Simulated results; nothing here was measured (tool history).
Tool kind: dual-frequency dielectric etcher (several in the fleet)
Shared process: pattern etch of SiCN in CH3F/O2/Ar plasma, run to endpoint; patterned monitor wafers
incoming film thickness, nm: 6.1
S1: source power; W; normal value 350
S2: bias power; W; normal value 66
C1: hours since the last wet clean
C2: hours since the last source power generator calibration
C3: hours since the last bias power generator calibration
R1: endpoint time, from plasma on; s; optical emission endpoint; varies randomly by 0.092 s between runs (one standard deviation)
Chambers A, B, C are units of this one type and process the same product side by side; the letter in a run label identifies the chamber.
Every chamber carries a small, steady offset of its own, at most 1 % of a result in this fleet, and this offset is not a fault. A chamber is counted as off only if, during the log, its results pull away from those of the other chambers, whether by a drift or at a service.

run	hour	S1	S2	C1	C2	C3	R1
1A	3.3	350	66	386.2	899.5	1396.6	17.617
# hour 8.4: chamber C: wet clean of the chamber
2B	9.1	350	66	275.1	267.8	101.1	17.66
3C	14.6	350	66	6.3	1514.8	1552.1	17.903
4C	18.8	350	66	10.5	1519	1556.3	17.604
5A	22	350	66	404.9	918.2	1415.3	17.681
6B	27.2	350	66	293.2	285.9	119.2	17.671
7A	32.6	350	66	415.5	928.8	1425.9	17.744
8C	36.1	270	72	27.8	1536.3	1573.6	19.007
9B	41.1	270	72	307.1	299.8	133.1	18.703
10B	46.9	270	72	312.9	305.6	138.9	18.898
11C	52.5	350	66	44.2	1552.7	1590	17.78
12A	56.2	350	66	439.1	952.4	1449.5	17.736
# hour 57.1: chamber A: wet clean of the chamber
13C	61.9	350	66	53.6	1562.1	1599.4	17.958
14B	67.1	280	66	333.1	325.8	159.1	19.156
15A	72	280	66	15	968.2	1465.3	20.323
# hour 75.5: chamber B: wet clean of the chamber
16B	75.8	280	66	0.3	334.5	167.8	19.233
17A	78.7	350	66	21.7	974.9	1472	18.637
18C	83.4	350	66	75.1	1583.6	1620.9	17.677
19A	86.9	350	66	29.9	983.1	1480.2	18.746
20B	92.3	350	66	16.8	351	184.3	17.778
21C	97.2	350	66	88.9	1597.4	1634.7	17.698
22C	101.3	350	66	93	1601.5	1638.8	17.634
23A	104	350	66	47	1000.2	1497.3	18.531
24B	106.7	350	66	31.2	365.4	198.7	17.772
25C	112.4	350	66	104.1	1612.6	1649.9	17.777
26A	118.1	350	66	61.1	1014.3	1511.4	18.643
27B	121.4	350	66	45.9	380.1	213.4	17.665
28B	126	350	66	50.5	384.7	218	17.582
29A	130	350	66	73	1026.2	1523.3	18.665
30C	133.3	350	66	125	1633.5	1670.8	17.71
31C	138.9	350	66	130.6	1639.1	1676.4	17.739
32B	141.5	410	66	66	400.2	233.5	16.761
33A	146.7	410	66	89.7	1042.9	1540	17.409
34B	150.9	410	66	75.4	409.6	242.9	16.7
35A	154.6	350	66	97.6	1050.8	1547.9	18.498
36C	157.2	350	66	148.9	1657.4	1694.7	17.63
37C	161.9	350	66	153.6	1662.1	1699.4	17.66

Does one chamber stand apart from the rest, does the shared gauge drift, or is all well apart from small per-chamber offsets? Give the chamber and the most likely cause, where there is one.

A service left chamber A off against the others.
Cause: etch rate under this chamber's usual, % = 4.55.

Below are 4 candidate recipes for chamber A's next run, each the usual settings with a change, their results shown as question marks. Which of them brings A's results back in line with what the other chambers give on the usual settings?
In line means no further than this from the other chambers' mean on the usual settings: R1 0.32 s
38A-1	166.1	320	62				?
38A-2	166.1	460	66				?
38A-3	166.1	350	76				?
38A-4	166.1	350	48				?

The mean the other chambers reach with the usual settings: R1 17.672 s
run	R1
38A-1	19.612
38A-2	16.694
38A-3	17.63
38A-4	20.649
With 38A-3, the chamber falls back in line with the rest.

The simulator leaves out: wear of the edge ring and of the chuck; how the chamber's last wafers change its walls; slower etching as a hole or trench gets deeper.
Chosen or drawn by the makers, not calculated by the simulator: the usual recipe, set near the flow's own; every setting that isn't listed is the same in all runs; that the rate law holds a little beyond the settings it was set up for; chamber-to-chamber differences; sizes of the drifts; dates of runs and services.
